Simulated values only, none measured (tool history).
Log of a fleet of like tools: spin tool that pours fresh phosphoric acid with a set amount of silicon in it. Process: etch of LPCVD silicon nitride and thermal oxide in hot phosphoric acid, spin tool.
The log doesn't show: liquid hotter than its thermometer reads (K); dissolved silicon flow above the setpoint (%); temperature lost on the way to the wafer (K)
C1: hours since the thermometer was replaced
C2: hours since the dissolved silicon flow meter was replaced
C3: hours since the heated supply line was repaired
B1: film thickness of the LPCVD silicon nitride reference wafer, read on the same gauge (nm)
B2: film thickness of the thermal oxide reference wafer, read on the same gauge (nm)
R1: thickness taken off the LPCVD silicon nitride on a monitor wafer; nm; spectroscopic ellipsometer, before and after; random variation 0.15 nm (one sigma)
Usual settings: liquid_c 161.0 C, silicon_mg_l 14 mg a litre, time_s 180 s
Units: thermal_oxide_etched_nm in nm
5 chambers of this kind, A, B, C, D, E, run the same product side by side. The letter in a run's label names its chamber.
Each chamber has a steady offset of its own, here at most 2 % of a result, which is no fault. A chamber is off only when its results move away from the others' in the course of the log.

{"run": "1C", "hour": 3.1, "liquid_c": 161.0, "silicon_mg_l": 14, "time_s": 180, "C1": 1161.5, "C2": 1398.8, "C3": 2487.0, "B1": 30.011, "B2": 79.99, "R1": 17.85, "thermal_oxide_etched_nm": 0.37914}
{"run": "2E", "hour": 7.6, "liquid_c": 161.0, "silicon_mg_l": 14, "time_s": 180, "C1": 393.6, "C2": 255.1, "C3": 1955.1, "B1": 30.005, "B2": 79.984, "R1": 18.001, "thermal_oxide_etched_nm": 0.36761}
{"run": "3B", "hour": 10.8, "liquid_c": 161.0, "silicon_mg_l": 14, "time_s": 180, "C1": 568.1, "C2": 86.3, "C3": 2542.2, "B1": 30.01, "B2": 80.013, "R1": 17.594, "thermal_oxide_etched_nm": 0.36227}
{"run": "4A", "hour": 14.3, "liquid_c": 161.0, "silicon_mg_l": 14, "time_s": 180, "C1": 48.9, "C2": 358.7, "C3": 167.0, "B1": 30.0, "B2": 79.997, "R1": 17.704, "thermal_oxide_etched_nm": 0.40309}
{"run": "5D", "hour": 20.8, "liquid_c": 161.0, "silicon_mg_l": 14, "time_s": 180, "C1": 742.6, "C2": 190.8, "C3": 766.0, "B1": 29.981, "B2": 79.987, "R1": 17.818, "thermal_oxide_etched_nm": 0.40028}
{"run": "6A", "hour": 26.0, "liquid_c": 161.0, "silicon_mg_l": 14, "time_s": 180, "C1": 60.6, "C2": 370.4, "C3": 178.7, "B1": 29.987, "B2": 79.965, "R1": 17.848, "thermal_oxide_etched_nm": 0.37202}
{"run": "7E", "hour": 29.8, "liquid_c": 161.0, "silicon_mg_l": 14, "time_s": 180, "C1": 415.8, "C2": 277.3, "C3": 1977.3, "B1": 29.952, "B2": 80.041, "R1": 18.213, "thermal_oxide_etched_nm": 0.39579}
{"run": "8D", "hour": 34.8, "liquid_c": 161.0, "silicon_mg_l": 14, "time_s": 180, "C1": 756.6, "C2": 204.8, "C3": 780.0, "B1": 29.982, "B2": 79.984, "R1": 17.669, "thermal_oxide_etched_nm": 0.41019}
{"run": "9B", "hour": 40.3, "liquid_c": 161.0, "silicon_mg_l": 14, "time_s": 180, "C1": 597.6, "C2": 115.8, "C3": 2571.7, "B1": 29.974, "B2": 79.946, "R1": 17.891, "thermal_oxide_etched_nm": 0.37194}
{"run": "10C", "hour": 43.4, "liquid_c": 161.0, "silicon_mg_l": 14, "time_s": 180, "C1": 1201.8, "C2": 1439.1, "C3": 2527.3, "B1": 29.998, "B2": 79.986, "R1": 17.573, "thermal_oxide_etched_nm": 0.35104}
{"run": "11E", "hour": 49.1, "liquid_c": 161.0, "silicon_mg_l": 10, "time_s": 180, "C1": 435.1, "C2": 296.6, "C3": 1996.6, "B1": 29.976, "B2": 80.02, "R1": 17.957, "thermal_oxide_etched_nm": 0.43615}
{"run": "12B", "hour": 55.0, "liquid_c": 161.0, "silicon_mg_l": 10, "time_s": 180, "C1": 612.3, "C2": 130.5, "C3": 2586.4, "B1": 29.951, "B2": 79.968, "R1": 17.74, "thermal_oxide_etched_nm": 0.43548}
{"run": "13A", "hour": 61.5, "liquid_c": 161.0, "silicon_mg_l": 10, "time_s": 180, "C1": 96.1, "C2": 405.9, "C3": 214.2, "B1": 29.981, "B2": 79.997, "R1": 17.328, "thermal_oxide_etched_nm": 0.3832}
{"run": "14D", "hour": 65.0, "liquid_c": 161.0, "silicon_mg_l": 10, "time_s": 180, "C1": 786.8, "C2": 235.0, "C3": 810.2, "B1": 29.969, "B2": 80.047, "R1": 17.746, "thermal_oxide_etched_nm": 0.39902}
{"run": "15C", "hour": 68.9, "liquid_c": 161.0, "silicon_mg_l": 10, "time_s": 180, "C1": 1227.3, "C2": 1464.6, "C3": 2552.8, "B1": 30.033, "B2": 80.0, "R1": 17.993, "thermal_oxide_etched_nm": 0.44202}
{"run": "16A", "hour": 72.6, "liquid_c": 161.0, "silicon_mg_l": 14, "time_s": 180, "C1": 107.2, "C2": 417.0, "C3": 225.3, "B1": 30.035, "B2": 80.001, "R1": 17.408, "thermal_oxide_etched_nm": 0.35348}
{"run": "17E", "hour": 76.3, "liquid_c": 161.0, "silicon_mg_l": 14, "time_s": 180, "C1": 462.3, "C2": 323.8, "C3": 2023.8, "B1": 30.005, "B2": 80.015, "R1": 17.999, "thermal_oxide_etched_nm": 0.35466}
{"run": "18C", "hour": 81.1, "liquid_c": 161.0, "silicon_mg_l": 14, "time_s": 180, "C1": 1239.5, "C2": 1476.8, "C3": 2565.0, "B1": 30.04, "B2": 80.015, "R1": 17.983, "thermal_oxide_etched_nm": 0.38758}
{"run": "19B", "hour": 86.3, "liquid_c": 161.0, "silicon_mg_l": 14, "time_s": 180, "C1": 643.6, "C2": 161.8, "C3": 2617.7, "B1": 29.989, "B2": 79.982, "R1": 17.813, "thermal_oxide_etched_nm": 0.38024}
{"run": "20D", "hour": 92.3, "liquid_c": 161.0, "silicon_mg_l": 14, "time_s": 180, "C1": 814.1, "C2": 262.3, "C3": 837.5, "B1": 29.975, "B2": 80.002, "R1": 17.923, "thermal_oxide_etched_nm": 0.36115}
{"run": "21A", "hour": 98.1, "liquid_c": 162.5, "silicon_mg_l": 14, "time_s": 130, "C1": 132.7, "C2": 442.5, "C3": 250.8, "B1": 29.981, "B2": 80.02, "R1": 13.027, "thermal_oxide_etched_nm": 0.29001}
{"run": "22E", "hour": 102.2, "liquid_c": 162.5, "silicon_mg_l": 14, "time_s": 130, "C1": 488.2, "C2": 349.7, "C3": 2049.7, "B1": 29.999, "B2": 80.022, "R1": 13.828, "thermal_oxide_etched_nm": 0.30185}
{"run": "23D", "hour": 107.9, "liquid_c": 162.5, "silicon_mg_l": 14, "time_s": 130, "C1": 829.7, "C2": 277.9, "C3": 853.1, "B1": 29.937, "B2": 80.037, "R1": 13.59, "thermal_oxide_etched_nm": 0.33611}
{"run": "24C", "hour": 110.9, "liquid_c": 162.5, "silicon_mg_l": 14, "time_s": 130, "C1": 1269.3, "C2": 1506.6, "C3": 2594.8, "B1": 30.009, "B2": 80.056, "R1": 13.491, "thermal_oxide_etched_nm": 0.31691}
{"run": "25B", "hour": 115.1, "liquid_c": 162.5, "silicon_mg_l": 14, "time_s": 130, "C1": 672.4, "C2": 190.6, "C3": 2646.5, "B1": 29.973, "B2": 79.981, "R1": 13.383, "thermal_oxide_etched_nm": 0.29428}
{"run": "26A", "hour": 119.7, "liquid_c": 162.0, "silicon_mg_l": 14, "time_s": 85, "C1": 154.3, "C2": 464.1, "C3": 272.4, "B1": 30.033, "B2": 80.035, "R1": 8.2389, "thermal_oxide_etched_nm": 0.16237}
{"run": "27C", "hour": 126.2, "liquid_c": 162.0, "silicon_mg_l": 14, "time_s": 85, "C1": 1284.6, "C2": 1521.9, "C3": 2610.1, "B1": 29.994, "B2": 79.992, "R1": 8.6875, "thermal_oxide_etched_nm": 0.19563}
{"run": "28E", "hour": 131.3, "liquid_c": 162.0, "silicon_mg_l": 14, "time_s": 85, "C1": 517.3, "C2": 378.8, "C3": 2078.8, "B1": 29.985, "B2": 80.01, "R1": 8.9627, "thermal_oxide_etched_nm": 0.1865}
{"run": "29B", "hour": 136.7, "liquid_c": 162.0, "silicon_mg_l": 14, "time_s": 85, "C1": 694.0, "C2": 212.2, "C3": 2668.1, "B1": 30.018, "B2": 79.999, "R1": 8.6759, "thermal_oxide_etched_nm": 0.17025}
{"run": "30D", "hour": 142.1, "liquid_c": 162.0, "silicon_mg_l": 14, "time_s": 85, "C1": 863.9, "C2": 312.1, "C3": 887.3, "B1": 30.024, "B2": 79.983, "R1": 8.7963, "thermal_oxide_etched_nm": 0.21773}
{"run": "31D", "hour": 148.1, "liquid_c": 161.0, "silicon_mg_l": 14, "time_s": 180, "C1": 869.9, "C2": 318.1, "C3": 893.3, "B1": 29.965, "B2": 80.002, "R1": 17.617, "thermal_oxide_etched_nm": 0.42029}
{"run": "32E", "hour": 151.1, "liquid_c": 161.0, "silicon_mg_l": 14, "time_s": 180, "C1": 537.1, "C2": 398.6, "C3": 2098.6, "B1": 29.995, "B2": 80.018, "R1": 18.003, "thermal_oxide_etched_nm": 0.3512}
{"run": "33C", "hour": 156.7, "liquid_c": 161.0, "silicon_mg_l": 14, "time_s": 180, "C1": 1315.1, "C2": 1552.4, "C3": 2640.6, "B1": 30.033, "B2": 80.019, "R1": 17.88, "thermal_oxide_etched_nm": 0.3963}
{"run": "34B", "hour": 160.1, "liquid_c": 161.0, "silicon_mg_l": 14, "time_s": 180, "C1": 717.4, "C2": 235.6, "C3": 2691.5, "B1": 29.973, "B2": 79.998, "R1": 17.456, "thermal_oxide_etched_nm": 0.38661}
{"run": "35A", "hour": 166.5, "liquid_c": 161.0, "silicon_mg_l": 14, "time_s": 180, "C1": 201.1, "C2": 510.9, "C3": 319.2, "B1": 29.98, "B2": 79.977, "R1": 16.519, "thermal_oxide_etched_nm": 0.32525}

All 5 chambers run these settings next. Forecast each chamber's results:
{"run": "36A", "hour": 171.2, "liquid_c": 161.0, "silicon_mg_l": 14, "time_s": 180, "R1": "?", "thermal_oxide_etched_nm": "?"}
{"run": "36B", "hour": 171.2, "liquid_c": 161.0, "silicon_mg_l": 14, "time_s": 180, "R1": "?", "thermal_oxide_etched_nm": "?"}
{"run": "36C", "hour": 171.2, "liquid_c": 161.0, "silicon_mg_l": 14, "time_s": 180, "R1": "?", "thermal_oxide_etched_nm": "?"}
{"run": "36D", "hour": 171.2, "liquid_c": 161.0, "silicon_mg_l": 14, "time_s": 180, "R1": "?", "thermal_oxide_etched_nm": "?"}
{"run": "36E", "hour": 171.2, "liquid_c": 161.0, "silicon_mg_l": 14, "time_s": 180, "R1": "?", "thermal_oxide_etched_nm": "?"}

run=36A R1=16.6080 thermal_oxide_etched_nm=0.33405
run=36B R1=17.4780 thermal_oxide_etched_nm=0.33792
run=36C R1=17.8240 thermal_oxide_etched_nm=0.35977
run=36D R1=17.8690 thermal_oxide_etched_nm=0.33563
run=36E R1=18.1430 thermal_oxide_etched_nm=0.40091

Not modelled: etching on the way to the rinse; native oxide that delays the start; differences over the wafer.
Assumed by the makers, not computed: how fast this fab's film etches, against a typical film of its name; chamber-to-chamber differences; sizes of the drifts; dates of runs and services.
